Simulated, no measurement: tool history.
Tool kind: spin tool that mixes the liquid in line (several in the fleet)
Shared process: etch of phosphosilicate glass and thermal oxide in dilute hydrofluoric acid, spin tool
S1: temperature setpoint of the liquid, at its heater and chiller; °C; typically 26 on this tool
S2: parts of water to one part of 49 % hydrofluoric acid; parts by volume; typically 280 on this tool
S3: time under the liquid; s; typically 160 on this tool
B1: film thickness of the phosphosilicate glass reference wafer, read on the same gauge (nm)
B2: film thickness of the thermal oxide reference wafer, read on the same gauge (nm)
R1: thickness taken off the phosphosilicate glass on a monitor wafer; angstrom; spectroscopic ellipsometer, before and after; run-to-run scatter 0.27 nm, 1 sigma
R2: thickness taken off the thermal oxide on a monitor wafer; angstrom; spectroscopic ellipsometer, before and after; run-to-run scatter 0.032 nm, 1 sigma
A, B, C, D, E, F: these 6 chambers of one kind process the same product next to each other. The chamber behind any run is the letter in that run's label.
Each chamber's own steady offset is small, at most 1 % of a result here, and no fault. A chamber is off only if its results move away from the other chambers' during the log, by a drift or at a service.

run	hour	S1	S2	S3	B1	B2	R1	R2
1F	5.2	26	280	160	120	120.02	595.92	24.808
2D	10.9	26	280	160	120.02	119.98	589.21	25.272
3C	13.9	26	280	160	119.99	120.02	588.97	24.932
4E	17	26	280	160	120.01	119.99	589.23	24.647
5A	20.5	26	280	160	120.02	120.01	590.53	25.165
6B	25	26	280	160	120.01	120.02	591.15	25.552
7A	31.1	26	230	125	119.99	119.99	594.42	24.931
8D	35.1	26	230	125	119.99	120	600.12	25.59
9F	38.5	26	230	125	119.97	120	595.11	25.35
10E	43.4	26	230	125	120.01	120	596.19	25.082
11C	47	26	230	125	119.98	120	589.04	25.237
12B	53	26	230	125	119.99	120.04	594.98	25.879
13C	57.8	26	280	160	119.98	120.01	594.07	24.81
14A	62.9	26	280	160	119.98	119.99	596.65	25.263
15B	68.4	26	280	160	120.01	120	591.79	24.951
16F	73.4	26	280	160	119.97	120	596.36	25.832
17E	79.7	26	280	160	120.02	119.99	591.39	25.977
18D	86.5	26	280	160	120.01	120.01	588.27	24.758
# hour 93: chamber C: hydrofluoric acid flow meter replaced
19E	93.1	26	280	160	119.98	119.98	590.49	25.285
20A	97.6	26	200	160	120.02	120.02	910.29	37.952
21D	102.9	26	200	160	120	119.99	906.28	37.512
22F	106.4	26	200	160	119.99	119.99	915.55	38.093
23C	109.9	26	200	160	120.03	120.01	896.41	37.474
24B	113.2	26	200	160	119.97	119.99	901.62	38.598
25A	117.7	26	200	160	120.01	120.02	903.05	38.908
26C	124.5	26	280	160	119.99	120	589	25.31
27D	131.2	26	280	160	120.01	119.99	593.99	25.2
28E	137.1	24	225	160	119.99	119.99	726.06	31.818
# hour 137.6: chamber A: thermometer replaced
29B	143.6	24	225	160	120	119.98	725.35	30.584
30F	149.7	24	225	160	119.99	120	736.35	30.684
31A	153.8	24	225	160	119.99	119.99	727.15	31.568
32E	157.4	24	225	160	120.02	119.97	727.22	30.819
33D	163.3	24	225	160	120	119.99	735.77	31.697
34C	166.6	26	280	160	120.01	119.96	590.66	25.642
# hour 167.7: chamber F: thermometer replaced
35F	172.7	28	200	160	120.02	120.02	976.22	41.562
36B	177.7	28	200	160	119.98	120	964.35	41.025
37C	182.4	28	200	160	120	120.02	965.76	41.316
38D	188.8	28	200	160	120.02	120.03	982.94	41.464
39B	195.3	28	200	160	120.02	119.98	972.94	40.349
40A	198.5	28	200	160	119.99	120.01	972.11	41.584
41E	203.3	26	280	160	119.96	119.97	590.98	24.963
42F	206.7	26	280	160	119.97	120.02	591.94	25.351
43C	210.7	26	280	160	120.01	119.99	591.8	25.028

One chamber off, gauge drift, or nothing amiss beyond the chambers' own small offsets? If it is a chamber, which one, and what is the likeliest cause?

All chambers stay in line apart from their small fixed offsets, and the gauge does not drift.
